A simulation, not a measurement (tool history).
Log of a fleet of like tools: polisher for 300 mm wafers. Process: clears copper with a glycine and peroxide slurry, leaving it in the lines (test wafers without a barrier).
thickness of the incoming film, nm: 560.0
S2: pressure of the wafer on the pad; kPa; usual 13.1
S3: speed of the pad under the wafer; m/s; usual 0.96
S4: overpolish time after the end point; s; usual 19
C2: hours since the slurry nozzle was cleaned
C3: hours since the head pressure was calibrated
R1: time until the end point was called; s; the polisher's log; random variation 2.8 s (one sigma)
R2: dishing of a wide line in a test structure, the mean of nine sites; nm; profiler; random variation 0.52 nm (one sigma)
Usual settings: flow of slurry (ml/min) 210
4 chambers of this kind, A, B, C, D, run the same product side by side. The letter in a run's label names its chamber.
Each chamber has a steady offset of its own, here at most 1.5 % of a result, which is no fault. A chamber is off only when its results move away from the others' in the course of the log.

{"hour": 10.5, "done": "chamber A: worn pad replaced by a new one"}
{"hour": 11.7, "done": "chamber C: worn pad replaced by a new one"}
{"run": "1A", "hour": 12.6, "flow of slurry (ml/min)": 210, "S2": 13.1, "S3": 0.96, "S4": 19, "wafers polished on this pad": 14, "C2": 229.0, "C3": 871.2, "R1": 174.65, "R2": 40.741}
{"run": "2D", "hour": 19.7, "flow of slurry (ml/min)": 210, "S2": 13.1, "S3": 0.96, "S4": 19, "wafers polished on this pad": 136, "C2": 67.6, "C3": 537.8, "R1": 170.02, "R2": 42.518}
{"hour": 25.3, "done": "chamber A: slurry nozzle cleaned"}
{"run": "3B", "hour": 30.9, "flow of slurry (ml/min)": 210, "S2": 13.1, "S3": 0.96, "S4": 19, "wafers polished on this pad": 582, "C2": 192.4, "C3": 345.6, "R1": 178.58, "R2": 42.943}
{"run": "4C", "hour": 41.5, "flow of slurry (ml/min)": 210, "S2": 13.1, "S3": 0.96, "S4": 19, "wafers polished on this pad": 194, "C2": 400.1, "C3": 1381.9, "R1": 173.1, "R2": 41.902}
{"run": "5A", "hour": 48.5, "flow of slurry (ml/min)": 210, "S2": 15.2, "S3": 0.96, "S4": 19, "wafers polished on this pad": 247, "C2": 23.3, "C3": 907.1, "R1": 153.4, "R2": 45.396}
{"hour": 58.4, "done": "chamber B: worn pad replaced by a new one"}
{"run": "6B", "hour": 61.6, "flow of slurry (ml/min)": 210, "S2": 15.2, "S3": 0.96, "S4": 19, "wafers polished on this pad": 21, "C2": 223.1, "C3": 376.3, "R1": 155.95, "R2": 46.038}
{"run": "7C", "hour": 73.5, "flow of slurry (ml/min)": 210, "S2": 15.2, "S3": 0.96, "S4": 19, "wafers polished on this pad": 402, "C2": 432.1, "C3": 1413.9, "R1": 157.4, "R2": 45.531}
{"run": "8D", "hour": 85.3, "flow of slurry (ml/min)": 210, "S2": 15.2, "S3": 0.96, "S4": 19, "wafers polished on this pad": 564, "C2": 133.2, "C3": 603.4, "R1": 151.56, "R2": 46.513}
{"run": "9B", "hour": 97.7, "flow of slurry (ml/min)": 210, "S2": 13.1, "S3": 0.96, "S4": 19, "wafers polished on this pad": 256, "C2": 259.2, "C3": 412.4, "R1": 176.7, "R2": 43.446}
{"run": "10D", "hour": 110.0, "flow of slurry (ml/min)": 210, "S2": 13.1, "S3": 0.96, "S4": 19, "wafers polished on this pad": 724, "C2": 157.9, "C3": 628.1, "R1": 168.73, "R2": 41.916}
{"run": "11A", "hour": 119.0, "flow of slurry (ml/min)": 210, "S2": 13.1, "S3": 0.96, "S4": 19, "wafers polished on this pad": 707, "C2": 93.8, "C3": 977.6, "R1": 175.64, "R2": 41.23}
{"run": "12C", "hour": 125.6, "flow of slurry (ml/min)": 155, "S2": 10.3, "S3": 0.96, "S4": 19, "wafers polished on this pad": 742, "C2": 484.2, "C3": 1466.0, "R1": 212.99, "R2": 34.329}
{"hour": 131.6, "done": "chamber A: worn pad replaced by a new one"}
{"run": "13C", "hour": 138.5, "flow of slurry (ml/min)": 155, "S2": 10.3, "S3": 0.96, "S4": 19, "wafers polished on this pad": 826, "C2": 497.1, "C3": 1478.9, "R1": 220.97, "R2": 34.755}
{"hour": 143.6, "done": "chamber C: head pressure recalibrated"}
{"run": "14B", "hour": 148.1, "flow of slurry (ml/min)": 155, "S2": 10.3, "S3": 0.96, "S4": 19, "wafers polished on this pad": 584, "C2": 309.6, "C3": 462.8, "R1": 214.9, "R2": 34.541}
{"hour": 149.3, "done": "chamber D: worn pad replaced by a new one"}
{"hour": 151.6, "done": "chamber B: worn pad replaced by a new one"}
{"run": "15D", "hour": 156.6, "flow of slurry (ml/min)": 155, "S2": 10.3, "S3": 0.96, "S4": 19, "wafers polished on this pad": 47, "C2": 204.5, "C3": 674.7, "R1": 212.77, "R2": 35.175}
{"run": "16A", "hour": 165.7, "flow of slurry (ml/min)": 210, "S2": 13.1, "S3": 0.96, "S4": 19, "wafers polished on this pad": 222, "C2": 140.5, "C3": 1024.3, "R1": 175.22, "R2": 41.183}
{"run": "17C", "hour": 173.9, "flow of slurry (ml/min)": 210, "S2": 15.9, "S3": 1.26, "S4": 19, "wafers polished on this pad": 1056, "C2": 532.5, "C3": 30.4, "R1": 119.42, "R2": 55.247}
{"run": "18D", "hour": 181.5, "flow of slurry (ml/min)": 210, "S2": 15.9, "S3": 1.26, "S4": 19, "wafers polished on this pad": 210, "C2": 229.4, "C3": 699.6, "R1": 119.13, "R2": 57.8}
{"run": "19A", "hour": 194.5, "flow of slurry (ml/min)": 210, "S2": 15.9, "S3": 1.26, "S4": 19, "wafers polished on this pad": 409, "C2": 169.3, "C3": 1053.1, "R1": 120.8, "R2": 56.44}
{"run": "20B", "hour": 202.5, "flow of slurry (ml/min)": 210, "S2": 15.9, "S3": 1.26, "S4": 19, "wafers polished on this pad": 331, "C2": 364.0, "C3": 517.2, "R1": 117.05, "R2": 56.145}
{"hour": 205.4, "done": "chamber C: worn pad replaced by a new one"}
{"run": "21C", "hour": 209.8, "flow of slurry (ml/min)": 210, "S2": 13.1, "S3": 0.96, "S4": 19, "wafers polished on this pad": 28, "C2": 568.4, "C3": 66.3, "R1": 167.85, "R2": 42.669}
{"run": "22B", "hour": 217.0, "flow of slurry (ml/min)": 210, "S2": 13.1, "S3": 0.96, "S4": 19, "wafers polished on this pad": 426, "C2": 378.5, "C3": 531.7, "R1": 175.71, "R2": 42.304}
{"hour": 218.6, "done": "chamber B: slurry nozzle cleaned"}
{"run": "23D", "hour": 228.0, "flow of slurry (ml/min)": 210, "S2": 15.9, "S3": 0.96, "S4": 13, "wafers polished on this pad": 512, "C2": 275.9, "C3": 746.1, "R1": 152.86, "R2": 34.202}
{"hour": 230.6, "done": "chamber C: slurry nozzle cleaned"}
{"hour": 230.8, "done": "chamber A: slurry nozzle cleaned"}
{"hour": 236.2, "done": "chamber A: worn pad replaced by a new one"}
{"run": "24A", "hour": 238.0, "flow of slurry (ml/min)": 210, "S2": 15.9, "S3": 0.96, "S4": 13, "wafers polished on this pad": 12, "C2": 7.2, "C3": 1096.6, "R1": 149.24, "R2": 34.418}
{"run": "25D", "hour": 251.1, "flow of slurry (ml/min)": 210, "S2": 15.9, "S3": 0.96, "S4": 13, "wafers polished on this pad": 663, "C2": 299.0, "C3": 769.2, "R1": 147.66, "R2": 33.987}
{"hour": 254.2, "done": "chamber B: worn pad replaced by a new one"}
{"run": "26A", "hour": 261.3, "flow of slurry (ml/min)": 210, "S2": 15.9, "S3": 0.96, "S4": 13, "wafers polished on this pad": 163, "C2": 30.5, "C3": 1119.9, "R1": 148.63, "R2": 33.671}
{"run": "27B", "hour": 268.8, "flow of slurry (ml/min)": 185, "S2": 13.1, "S3": 0.96, "S4": 19, "wafers polished on this pad": 95, "C2": 50.3, "C3": 583.5, "R1": 175.85, "R2": 41.431}
{"run": "28C", "hour": 277.3, "flow of slurry (ml/min)": 185, "S2": 13.1, "S3": 0.96, "S4": 19, "wafers polished on this pad": 468, "C2": 46.7, "C3": 133.8, "R1": 174.22, "R2": 42.132}
{"run": "29B", "hour": 290.4, "flow of slurry (ml/min)": 185, "S2": 13.1, "S3": 0.96, "S4": 19, "wafers polished on this pad": 236, "C2": 71.9, "C3": 605.1, "R1": 172.13, "R2": 41.494}

Is one chamber off against the others, does the gauge drift, or is nothing wrong? If a chamber is off, say which, and what the likeliest cause is.

No chamber stands off beyond its own small offset, and the gauge holds steady.
